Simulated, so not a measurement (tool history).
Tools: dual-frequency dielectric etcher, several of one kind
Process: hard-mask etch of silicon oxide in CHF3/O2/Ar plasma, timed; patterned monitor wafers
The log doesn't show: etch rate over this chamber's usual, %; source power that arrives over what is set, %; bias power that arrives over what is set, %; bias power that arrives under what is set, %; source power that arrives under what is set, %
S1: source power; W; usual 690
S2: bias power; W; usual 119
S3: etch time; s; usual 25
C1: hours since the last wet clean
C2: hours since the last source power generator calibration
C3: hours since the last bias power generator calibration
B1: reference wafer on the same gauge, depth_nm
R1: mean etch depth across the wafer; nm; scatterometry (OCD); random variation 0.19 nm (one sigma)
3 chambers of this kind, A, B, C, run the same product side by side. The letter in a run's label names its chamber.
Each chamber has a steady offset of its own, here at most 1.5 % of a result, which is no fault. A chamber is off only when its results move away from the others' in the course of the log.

| run | hour | S1 | S2 | S3 | C1 | C2 | C3 | B1 | R1 |
|---|---|---|---|---|---|---|---|---|---|
| 1C | 7.1 | 690 | 119 | 25 | 221.4 | 789.2 | 988.1 | 40.782 | 46.012 |
| 2A | 15.2 | 690 | 119 | 25 | 233.6 | 682.1 | 24.8 | 40.771 | 45.268 |
| 3B | 22.8 | 690 | 119 | 25 | 32.3 | 2707.6 | 1644.1 | 40.846 | 45.576 |
| 4B | 26.9 | 690 | 119 | 25 | 36.4 | 2711.7 | 1648.2 | 40.766 | 45.656 |
| 5A | 32.8 | 690 | 119 | 25 | 251.2 | 699.7 | 42.4 | 40.822 | 45.131 |
| 6C | 40.8 | 690 | 119 | 25 | 255.1 | 822.9 | 1021.8 | 40.797 | 45.444 |
| 7B | 49.4 | 690 | 119 | 25 | 58.9 | 2734.2 | 1670.7 | 40.739 | 45.756 |
| 8C | 54.7 | 690 | 119 | 25 | 269 | 836.8 | 1035.7 | 40.826 | 45.908 |
| 9A | 63.2 | 690 | 119 | 25 | 281.6 | 730.1 | 72.8 | 40.764 | 44.917 |
| 10C | 68.7 | 690 | 119 | 25 | 283 | 850.8 | 1049.7 | 40.801 | 45.761 |
| 11A | 73.3 | 690 | 119 | 25 | 291.7 | 740.2 | 82.9 | 40.84 | 44.82 |
| 12B | 79.4 | 690 | 119 | 25 | 88.9 | 2764.2 | 1700.7 | 40.8 | 46.001 |
| 13A | 84.2 | 690 | 119 | 25 | 302.6 | 751.1 | 93.8 | 40.819 | 45.484 |
|  | 86.1 | chamber B: bias power generator calibrated |
| 14C | 92.3 | 690 | 119 | 25 | 306.6 | 874.4 | 1073.3 | 40.801 | 45.854 |
| 15B | 99 | 690 | 119 | 25 | 108.5 | 2783.8 | 13 | 40.776 | 45.679 |
| 16A | 104.3 | 690 | 119 | 25 | 322.7 | 771.2 | 113.9 | 40.778 | 45.052 |
| 17B | 113.2 | 690 | 119 | 25 | 122.7 | 2798 | 27.2 | 40.783 | 45.676 |
| 18C | 118.6 | 690 | 119 | 25 | 332.9 | 900.7 | 1099.6 | 40.813 | 45.523 |
| 19B | 125.1 | 690 | 119 | 25 | 134.6 | 2809.9 | 39.1 | 40.82 | 45.602 |
| 20C | 130.3 | 690 | 119 | 25 | 344.6 | 912.4 | 1111.3 | 40.825 | 45.678 |
| 21A | 135.1 | 690 | 119 | 25 | 353.5 | 802 | 144.7 | 40.802 | 45.083 |
| 22C | 139.3 | 690 | 119 | 25 | 353.6 | 921.4 | 1120.3 | 40.822 | 45.767 |
| 23A | 143.3 | 690 | 119 | 25 | 361.7 | 810.2 | 152.9 | 40.814 | 45.229 |

All 3 chambers run these settings next. Forecast each chamber's results:
| 24A | 149.9 | 690 | 119 | 25 |  |  |  |  | ? |
| 24B | 149.9 | 690 | 119 | 25 |  |  |  |  | ? |
| 24C | 149.9 | 690 | 119 | 25 |  |  |  |  | ? |

| run | R1 |
|---|---|
| 24A | 45.15 |
| 24B | 45.776 |
| 24C | 45.79 |

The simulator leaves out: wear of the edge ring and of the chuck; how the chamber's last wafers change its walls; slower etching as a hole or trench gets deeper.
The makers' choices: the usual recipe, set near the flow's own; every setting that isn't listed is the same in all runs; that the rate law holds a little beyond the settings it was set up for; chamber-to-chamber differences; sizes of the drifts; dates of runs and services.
